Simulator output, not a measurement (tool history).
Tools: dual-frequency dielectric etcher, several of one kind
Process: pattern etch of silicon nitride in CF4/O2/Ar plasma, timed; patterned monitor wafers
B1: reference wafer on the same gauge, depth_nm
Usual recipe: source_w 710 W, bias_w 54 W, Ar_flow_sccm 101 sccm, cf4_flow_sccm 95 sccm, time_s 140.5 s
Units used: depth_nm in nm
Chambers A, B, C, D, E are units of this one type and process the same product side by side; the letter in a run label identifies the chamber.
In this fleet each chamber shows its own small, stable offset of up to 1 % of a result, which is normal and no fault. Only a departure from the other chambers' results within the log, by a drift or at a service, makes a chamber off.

{"run": "1B", "hour": 2.2, "source_w": 710, "bias_w": 54, "Ar_flow_sccm": 101, "cf4_flow_sccm": 95, "time_s": 140.5, "B1": 433.55, "depth_nm": 367.08}
{"run": "2C", "hour": 5.7, "source_w": 710, "bias_w": 54, "Ar_flow_sccm": 101, "cf4_flow_sccm": 95, "time_s": 140.5, "B1": 433.79, "depth_nm": 373.05}
{"run": "3A", "hour": 8.0, "source_w": 710, "bias_w": 54, "Ar_flow_sccm": 101, "cf4_flow_sccm": 95, "time_s": 140.5, "B1": 434.01, "depth_nm": 362.9}
{"run": "4D", "hour": 11.9, "source_w": 710, "bias_w": 54, "Ar_flow_sccm": 101, "cf4_flow_sccm": 95, "time_s": 140.5, "B1": 433.33, "depth_nm": 367.72}
{"run": "5E", "hour": 14.0, "source_w": 710, "bias_w": 54, "Ar_flow_sccm": 115, "cf4_flow_sccm": 95, "time_s": 140.5, "B1": 433.32, "depth_nm": 360.66}
{"run": "6B", "hour": 17.5, "source_w": 710, "bias_w": 54, "Ar_flow_sccm": 115, "cf4_flow_sccm": 95, "time_s": 140.5, "B1": 434.5, "depth_nm": 359.23}
{"run": "7A", "hour": 20.1, "source_w": 710, "bias_w": 54, "Ar_flow_sccm": 115, "cf4_flow_sccm": 95, "time_s": 140.5, "B1": 433.99, "depth_nm": 353.98}
{"run": "8D", "hour": 24.5, "source_w": 710, "bias_w": 54, "Ar_flow_sccm": 115, "cf4_flow_sccm": 95, "time_s": 140.5, "B1": 434.53, "depth_nm": 358.97}
{"hour": 25.7, "done": "chamber B: wet clean of the chamber"}
{"run": "9E", "hour": 27.0, "source_w": 710, "bias_w": 54, "Ar_flow_sccm": 115, "cf4_flow_sccm": 95, "time_s": 140.5, "B1": 433.49, "depth_nm": 362.47}
{"run": "10C", "hour": 30.6, "source_w": 710, "bias_w": 54, "Ar_flow_sccm": 101, "cf4_flow_sccm": 95, "time_s": 140.5, "B1": 433.64, "depth_nm": 369.96}
{"run": "11B", "hour": 32.8, "source_w": 710, "bias_w": 54, "Ar_flow_sccm": 101, "cf4_flow_sccm": 95, "time_s": 140.5, "B1": 434.15, "depth_nm": 366.34}
{"run": "12A", "hour": 35.8, "source_w": 710, "bias_w": 54, "Ar_flow_sccm": 101, "cf4_flow_sccm": 95, "time_s": 140.5, "B1": 433.61, "depth_nm": 367.44}
{"run": "13C", "hour": 39.3, "source_w": 600, "bias_w": 54, "Ar_flow_sccm": 101, "cf4_flow_sccm": 73, "time_s": 140.5, "B1": 434.08, "depth_nm": 312.41}
{"run": "14E", "hour": 41.6, "source_w": 600, "bias_w": 54, "Ar_flow_sccm": 101, "cf4_flow_sccm": 73, "time_s": 140.5, "B1": 433.29, "depth_nm": 303.28}
{"run": "15D", "hour": 46.2, "source_w": 600, "bias_w": 54, "Ar_flow_sccm": 101, "cf4_flow_sccm": 73, "time_s": 140.5, "B1": 433.81, "depth_nm": 307.79}
{"run": "16E", "hour": 50.4, "source_w": 600, "bias_w": 54, "Ar_flow_sccm": 101, "cf4_flow_sccm": 73, "time_s": 140.5, "B1": 433.88, "depth_nm": 307.3}
{"run": "17D", "hour": 52.6, "source_w": 600, "bias_w": 54, "Ar_flow_sccm": 101, "cf4_flow_sccm": 73, "time_s": 140.5, "B1": 434.25, "depth_nm": 304.34}
{"run": "18A", "hour": 56.5, "source_w": 710, "bias_w": 54, "Ar_flow_sccm": 101, "cf4_flow_sccm": 95, "time_s": 140.5, "B1": 433.94, "depth_nm": 360.19}
{"run": "19B", "hour": 59.5, "source_w": 710, "bias_w": 54, "Ar_flow_sccm": 101, "cf4_flow_sccm": 95, "time_s": 140.5, "B1": 433.38, "depth_nm": 367.16}
{"run": "20C", "hour": 62.3, "source_w": 710, "bias_w": 54, "Ar_flow_sccm": 101, "cf4_flow_sccm": 95, "time_s": 140.5, "B1": 433.48, "depth_nm": 366.53}
{"run": "21B", "hour": 66.6, "source_w": 710, "bias_w": 54, "Ar_flow_sccm": 101, "cf4_flow_sccm": 95, "time_s": 140.5, "B1": 434.26, "depth_nm": 370.04}
{"run": "22D", "hour": 70.6, "source_w": 710, "bias_w": 54, "Ar_flow_sccm": 101, "cf4_flow_sccm": 95, "time_s": 140.5, "B1": 433.16, "depth_nm": 364.5}
{"run": "23A", "hour": 73.3, "source_w": 710, "bias_w": 54, "Ar_flow_sccm": 101, "cf4_flow_sccm": 95, "time_s": 140.5, "B1": 434.58, "depth_nm": 363.66}
{"run": "24C", "hour": 76.6, "source_w": 710, "bias_w": 54, "Ar_flow_sccm": 101, "cf4_flow_sccm": 95, "time_s": 140.5, "B1": 433.59, "depth_nm": 371.37}
{"run": "25E", "hour": 79.5, "source_w": 710, "bias_w": 54, "Ar_flow_sccm": 101, "cf4_flow_sccm": 95, "time_s": 140.5, "B1": 434.01, "depth_nm": 368.43}
{"run": "26C", "hour": 83.2, "source_w": 710, "bias_w": 54, "Ar_flow_sccm": 101, "cf4_flow_sccm": 95, "time_s": 140.5, "B1": 433.91, "depth_nm": 373.83}
{"run": "27A", "hour": 87.8, "source_w": 710, "bias_w": 54, "Ar_flow_sccm": 101, "cf4_flow_sccm": 95, "time_s": 140.5, "B1": 433.87, "depth_nm": 356.79}
{"run": "28B", "hour": 91.6, "source_w": 710, "bias_w": 54, "Ar_flow_sccm": 101, "cf4_flow_sccm": 95, "time_s": 140.5, "B1": 434.07, "depth_nm": 366.49}
{"run": "29D", "hour": 93.6, "source_w": 710, "bias_w": 54, "Ar_flow_sccm": 101, "cf4_flow_sccm": 95, "time_s": 140.5, "B1": 433.43, "depth_nm": 366.97}
{"hour": 94.0, "done": "chamber A: bias power generator calibrated"}
{"run": "30E", "hour": 98.0, "source_w": 710, "bias_w": 54, "Ar_flow_sccm": 101, "cf4_flow_sccm": 112, "time_s": 140.5, "B1": 434.52, "depth_nm": 373.45}
{"hour": 98.2, "done": "chamber E: wet clean of the chamber"}
{"run": "31E", "hour": 102.5, "source_w": 710, "bias_w": 54, "Ar_flow_sccm": 101, "cf4_flow_sccm": 112, "time_s": 140.5, "B1": 434.13, "depth_nm": 375.95}
{"run": "32D", "hour": 105.5, "source_w": 710, "bias_w": 54, "Ar_flow_sccm": 101, "cf4_flow_sccm": 112, "time_s": 140.5, "B1": 433.98, "depth_nm": 376.88}
{"run": "33A", "hour": 108.8, "source_w": 710, "bias_w": 54, "Ar_flow_sccm": 101, "cf4_flow_sccm": 112, "time_s": 140.5, "B1": 433.81, "depth_nm": 365.77}
{"run": "34B", "hour": 111.4, "source_w": 710, "bias_w": 54, "Ar_flow_sccm": 101, "cf4_flow_sccm": 112, "time_s": 140.5, "B1": 433.53, "depth_nm": 377.27}
{"run": "35C", "hour": 114.7, "source_w": 710, "bias_w": 54, "Ar_flow_sccm": 101, "cf4_flow_sccm": 95, "time_s": 140.5, "B1": 433.61, "depth_nm": 370.78}
{"run": "36B", "hour": 117.6, "source_w": 710, "bias_w": 54, "Ar_flow_sccm": 101, "cf4_flow_sccm": 95, "time_s": 140.5, "B1": 434.67, "depth_nm": 370.19}
{"run": "37E", "hour": 120.4, "source_w": 870, "bias_w": 54, "Ar_flow_sccm": 101, "cf4_flow_sccm": 95, "time_s": 169.5, "B1": 433.56, "depth_nm": 537.01}
{"run": "38C", "hour": 124.0, "source_w": 870, "bias_w": 54, "Ar_flow_sccm": 101, "cf4_flow_sccm": 95, "time_s": 169.5, "B1": 433.5, "depth_nm": 539.51}
{"run": "39D", "hour": 127.7, "source_w": 870, "bias_w": 54, "Ar_flow_sccm": 101, "cf4_flow_sccm": 95, "time_s": 169.5, "B1": 433.45, "depth_nm": 525.08}
{"run": "40A", "hour": 131.5, "source_w": 870, "bias_w": 54, "Ar_flow_sccm": 101, "cf4_flow_sccm": 95, "time_s": 169.5, "B1": 433.32, "depth_nm": 511.47}
{"run": "41B", "hour": 135.2, "source_w": 870, "bias_w": 54, "Ar_flow_sccm": 101, "cf4_flow_sccm": 95, "time_s": 169.5, "B1": 433.73, "depth_nm": 526.75}
{"run": "42D", "hour": 139.6, "source_w": 710, "bias_w": 54, "Ar_flow_sccm": 101, "cf4_flow_sccm": 95, "time_s": 140.5, "B1": 433.27, "depth_nm": 368.39}
{"hour": 141.6, "done": "chamber E: Ar flow controller replaced"}
{"run": "43E", "hour": 142.8, "source_w": 710, "bias_w": 54, "Ar_flow_sccm": 101, "cf4_flow_sccm": 95, "time_s": 140.5, "B1": 434.73, "depth_nm": 369.52}

Predict what each chamber gives when all 5 of them run the settings below next.
{"run": "44A", "hour": 146.1, "source_w": 710, "bias_w": 54, "Ar_flow_sccm": 101, "cf4_flow_sccm": 95, "time_s": 140.5, "depth_nm": "?"}
{"run": "44B", "hour": 146.1, "source_w": 710, "bias_w": 54, "Ar_flow_sccm": 101, "cf4_flow_sccm": 95, "time_s": 140.5, "depth_nm": "?"}
{"run": "44C", "hour": 146.1, "source_w": 710, "bias_w": 54, "Ar_flow_sccm": 101, "cf4_flow_sccm": 95, "time_s": 140.5, "depth_nm": "?"}
{"run": "44D", "hour": 146.1, "source_w": 710, "bias_w": 54, "Ar_flow_sccm": 101, "cf4_flow_sccm": 95, "time_s": 140.5, "depth_nm": "?"}
{"run": "44E", "hour": 146.1, "source_w": 710, "bias_w": 54, "Ar_flow_sccm": 101, "cf4_flow_sccm": 95, "time_s": 140.5, "depth_nm": "?"}

run=44A depth_nm=350.47
run=44B depth_nm=368.93
run=44C depth_nm=370.32
run=44D depth_nm=367.61
run=44E depth_nm=370.53
